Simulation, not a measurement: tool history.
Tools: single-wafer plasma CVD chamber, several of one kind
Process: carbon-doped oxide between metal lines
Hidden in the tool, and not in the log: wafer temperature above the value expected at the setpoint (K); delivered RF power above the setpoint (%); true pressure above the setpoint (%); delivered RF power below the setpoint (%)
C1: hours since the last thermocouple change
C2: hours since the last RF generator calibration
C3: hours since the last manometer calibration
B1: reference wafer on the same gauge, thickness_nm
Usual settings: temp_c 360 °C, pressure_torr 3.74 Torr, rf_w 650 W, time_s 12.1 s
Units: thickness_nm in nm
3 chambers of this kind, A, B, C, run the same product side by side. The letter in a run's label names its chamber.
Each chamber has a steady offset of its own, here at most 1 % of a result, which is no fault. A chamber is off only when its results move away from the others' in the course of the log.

{"run": "1B", "hour": 3.1, "temp_c": 360, "pressure_torr": 3.74, "rf_w": 650, "time_s": 12.1, "C1": 593.2, "C2": 1366.7, "C3": 1373.5, "B1": 64.798, "thickness_nm": 69.342}
{"run": "2C", "hour": 7.2, "temp_c": 360, "pressure_torr": 3.74, "rf_w": 650, "time_s": 12.1, "C1": 985.4, "C2": 458.4, "C3": 723.4, "B1": 64.812, "thickness_nm": 68.723}
{"run": "3A", "hour": 11.8, "temp_c": 360, "pressure_torr": 3.74, "rf_w": 650, "time_s": 12.1, "C1": 2061.8, "C2": 607.7, "C3": 1103.4, "B1": 64.839, "thickness_nm": 68.68}
{"run": "4A", "hour": 15.1, "temp_c": 360, "pressure_torr": 3.74, "rf_w": 650, "time_s": 12.1, "C1": 2065.1, "C2": 611, "C3": 1106.7, "B1": 64.833, "thickness_nm": 68.861}
{"run": "5B", "hour": 18.4, "temp_c": 360, "pressure_torr": 3.74, "rf_w": 650, "time_s": 12.1, "C1": 608.5, "C2": 1382, "C3": 1388.8, "B1": 64.836, "thickness_nm": 69.31}
{"run": "6C", "hour": 23.2, "temp_c": 360, "pressure_torr": 3.74, "rf_w": 650, "time_s": 12.1, "C1": 1001.4, "C2": 474.4, "C3": 739.4, "B1": 64.851, "thickness_nm": 68.927}
{"run": "7A", "hour": 28.9, "temp_c": 360, "pressure_torr": 3.74, "rf_w": 650, "time_s": 12.1, "C1": 2078.9, "C2": 624.8, "C3": 1120.5, "B1": 64.877, "thickness_nm": 68.689}
{"run": "8C", "hour": 32.5, "temp_c": 360, "pressure_torr": 3.74, "rf_w": 650, "time_s": 12.1, "C1": 1010.7, "C2": 483.7, "C3": 748.7, "B1": 64.844, "thickness_nm": 68.92}
{"run": "9B", "hour": 35.1, "temp_c": 360, "pressure_torr": 3.74, "rf_w": 650, "time_s": 12.1, "C1": 625.2, "C2": 1398.7, "C3": 1405.5, "B1": 64.867, "thickness_nm": 69.231}
{"run": "10B", "hour": 38.8, "temp_c": 360, "pressure_torr": 3.74, "rf_w": 650, "time_s": 12.1, "C1": 628.9, "C2": 1402.4, "C3": 1409.2, "B1": 64.852, "thickness_nm": 69.332}
{"run": "11A", "hour": 44.5, "temp_c": 360, "pressure_torr": 3.74, "rf_w": 650, "time_s": 12.1, "C1": 2094.5, "C2": 640.4, "C3": 1136.1, "B1": 64.872, "thickness_nm": 68.626}
{"run": "12C", "hour": 47.6, "temp_c": 360, "pressure_torr": 3.74, "rf_w": 650, "time_s": 12.1, "C1": 1025.8, "C2": 498.8, "C3": 763.8, "B1": 64.887, "thickness_nm": 68.832}
{"run": "13A", "hour": 52.0, "temp_c": 360, "pressure_torr": 3.74, "rf_w": 650, "time_s": 12.1, "C1": 2102, "C2": 647.9, "C3": 1143.6, "B1": 64.88, "thickness_nm": 68.7}
{"run": "14C", "hour": 55.4, "temp_c": 360, "pressure_torr": 2.82, "rf_w": 650, "time_s": 12.1, "C1": 1033.6, "C2": 506.6, "C3": 771.6, "B1": 64.871, "thickness_nm": 67.109}
{"hour": 56.8, "done": "chamber C: thermocouple changed; heater temperature recalibrated"}
{"run": "15B", "hour": 58.5, "temp_c": 360, "pressure_torr": 2.82, "rf_w": 650, "time_s": 12.1, "C1": 648.6, "C2": 1422.1, "C3": 1428.9, "B1": 64.874, "thickness_nm": 67.698}
{"run": "16A", "hour": 61.7, "temp_c": 360, "pressure_torr": 2.82, "rf_w": 650, "time_s": 12.1, "C1": 2111.7, "C2": 657.6, "C3": 1153.3, "B1": 64.908, "thickness_nm": 67.082}
{"run": "17C", "hour": 64.9, "temp_c": 360, "pressure_torr": 3.74, "rf_w": 650, "time_s": 12.1, "C1": 8.1, "C2": 516.1, "C3": 781.1, "B1": 64.922, "thickness_nm": 69.018}
{"run": "18B", "hour": 67.6, "temp_c": 360, "pressure_torr": 3.74, "rf_w": 650, "time_s": 12.1, "C1": 657.7, "C2": 1431.2, "C3": 1438, "B1": 64.915, "thickness_nm": 69.441}
{"run": "19C", "hour": 70.4, "temp_c": 360, "pressure_torr": 3.74, "rf_w": 535, "time_s": 10.5, "C1": 13.6, "C2": 521.6, "C3": 786.6, "B1": 64.928, "thickness_nm": 53.358}
{"run": "20B", "hour": 73.4, "temp_c": 360, "pressure_torr": 3.74, "rf_w": 535, "time_s": 10.5, "C1": 663.5, "C2": 1437, "C3": 1443.8, "B1": 64.94, "thickness_nm": 53.606}
{"run": "21A", "hour": 76.5, "temp_c": 360, "pressure_torr": 3.74, "rf_w": 535, "time_s": 10.5, "C1": 2126.5, "C2": 672.4, "C3": 1168.1, "B1": 64.925, "thickness_nm": 53.12}
{"run": "22A", "hour": 81.8, "temp_c": 350, "pressure_torr": 3.74, "rf_w": 650, "time_s": 9.7, "C1": 2131.8, "C2": 677.7, "C3": 1173.4, "B1": 64.953, "thickness_nm": 56.84}
{"run": "23B", "hour": 85.8, "temp_c": 350, "pressure_torr": 3.74, "rf_w": 650, "time_s": 9.7, "C1": 675.9, "C2": 1449.4, "C3": 1456.2, "B1": 64.941, "thickness_nm": 57.364}
{"run": "24C", "hour": 91.5, "temp_c": 350, "pressure_torr": 3.74, "rf_w": 650, "time_s": 9.7, "C1": 34.7, "C2": 542.7, "C3": 807.7, "B1": 64.96, "thickness_nm": 56.952}
{"run": "25B", "hour": 96.6, "temp_c": 360, "pressure_torr": 3.74, "rf_w": 650, "time_s": 12.1, "C1": 686.7, "C2": 1460.2, "C3": 1467, "B1": 64.95, "thickness_nm": 69.544}
{"run": "26C", "hour": 99.8, "temp_c": 360, "pressure_torr": 3.74, "rf_w": 650, "time_s": 12.1, "C1": 43, "C2": 551, "C3": 816, "B1": 64.966, "thickness_nm": 68.958}
{"run": "27A", "hour": 103.1, "temp_c": 360, "pressure_torr": 3.74, "rf_w": 650, "time_s": 12.1, "C1": 2153.1, "C2": 699, "C3": 1194.7, "B1": 65, "thickness_nm": 68.834}
{"run": "28A", "hour": 109.1, "temp_c": 360, "pressure_torr": 3.74, "rf_w": 650, "time_s": 12.1, "C1": 2159.1, "C2": 705, "C3": 1200.7, "B1": 64.983, "thickness_nm": 68.812}
{"run": "29B", "hour": 112.4, "temp_c": 360, "pressure_torr": 3.74, "rf_w": 650, "time_s": 12.1, "C1": 702.5, "C2": 1476, "C3": 1482.8, "B1": 65.013, "thickness_nm": 69.445}
{"run": "30C", "hour": 117.6, "temp_c": 360, "pressure_torr": 3.74, "rf_w": 650, "time_s": 12.1, "C1": 60.8, "C2": 568.8, "C3": 833.8, "B1": 65.02, "thickness_nm": 69.072}
{"run": "31A", "hour": 122.1, "temp_c": 360, "pressure_torr": 3.74, "rf_w": 650, "time_s": 12.1, "C1": 2172.1, "C2": 718, "C3": 1213.7, "B1": 65.007, "thickness_nm": 68.895}
{"run": "32B", "hour": 127.4, "temp_c": 360, "pressure_torr": 3.74, "rf_w": 650, "time_s": 12.1, "C1": 717.5, "C2": 1491, "C3": 1497.8, "B1": 65.03, "thickness_nm": 69.47}
{"run": "33C", "hour": 131.7, "temp_c": 360, "pressure_torr": 3.74, "rf_w": 650, "time_s": 14.1, "C1": 74.9, "C2": 582.9, "C3": 847.9, "B1": 65.024, "thickness_nm": 80.422}
{"run": "34B", "hour": 137.7, "temp_c": 360, "pressure_torr": 3.74, "rf_w": 650, "time_s": 14.1, "C1": 727.8, "C2": 1501.3, "C3": 1508.1, "B1": 65.038, "thickness_nm": 80.942}
{"run": "35C", "hour": 141.5, "temp_c": 360, "pressure_torr": 3.74, "rf_w": 650, "time_s": 14.1, "C1": 84.7, "C2": 592.7, "C3": 857.7, "B1": 65.072, "thickness_nm": 80.253}
{"run": "36A", "hour": 146.9, "temp_c": 360, "pressure_torr": 3.74, "rf_w": 650, "time_s": 12.1, "C1": 2196.9, "C2": 742.8, "C3": 1238.5, "B1": 65.044, "thickness_nm": 69.022}
{"run": "37B", "hour": 151.1, "temp_c": 372, "pressure_torr": 3.74, "rf_w": 650, "time_s": 12.1, "C1": 741.2, "C2": 1514.7, "C3": 1521.5, "B1": 65.056, "thickness_nm": 67.567}
{"run": "38C", "hour": 156.0, "temp_c": 372, "pressure_torr": 3.74, "rf_w": 650, "time_s": 12.1, "C1": 99.2, "C2": 607.2, "C3": 872.2, "B1": 65.079, "thickness_nm": 67.049}
{"run": "39A", "hour": 159.1, "temp_c": 372, "pressure_torr": 3.74, "rf_w": 650, "time_s": 12.1, "C1": 2209.1, "C2": 755, "C3": 1250.7, "B1": 65.079, "thickness_nm": 67.134}
{"run": "40C", "hour": 162.4, "temp_c": 360, "pressure_torr": 3.74, "rf_w": 650, "time_s": 12.1, "C1": 105.6, "C2": 613.6, "C3": 878.6, "B1": 65.079, "thickness_nm": 69.177}
{"run": "41A", "hour": 165.6, "temp_c": 360, "pressure_torr": 3.74, "rf_w": 650, "time_s": 12.1, "C1": 2215.6, "C2": 761.5, "C3": 1257.2, "B1": 65.085, "thickness_nm": 68.984}
{"run": "42B", "hour": 169.8, "temp_c": 360, "pressure_torr": 3.74, "rf_w": 650, "time_s": 12.1, "C1": 759.9, "C2": 1533.4, "C3": 1540.2, "B1": 65.115, "thickness_nm": 69.717}
{"run": "43B", "hour": 174.2, "temp_c": 360, "pressure_torr": 3.74, "rf_w": 650, "time_s": 12.1, "C1": 764.3, "C2": 1537.8, "C3": 1544.6, "B1": 65.117, "thickness_nm": 69.55}

Next, every chamber runs the same settings. What will each give?
{"run": "44A", "hour": 178.5, "temp_c": 360, "pressure_torr": 3.74, "rf_w": 770, "time_s": 12.1, "thickness_nm": "?"}
{"run": "44B", "hour": 178.5, "temp_c": 360, "pressure_torr": 3.74, "rf_w": 770, "time_s": 12.1, "thickness_nm": "?"}
{"run": "44C", "hour": 178.5, "temp_c": 360, "pressure_torr": 3.74, "rf_w": 770, "time_s": 12.1, "thickness_nm": "?"}

run=44A thickness_nm=76.36
run=44B thickness_nm=77.166
run=44C thickness_nm=76.514
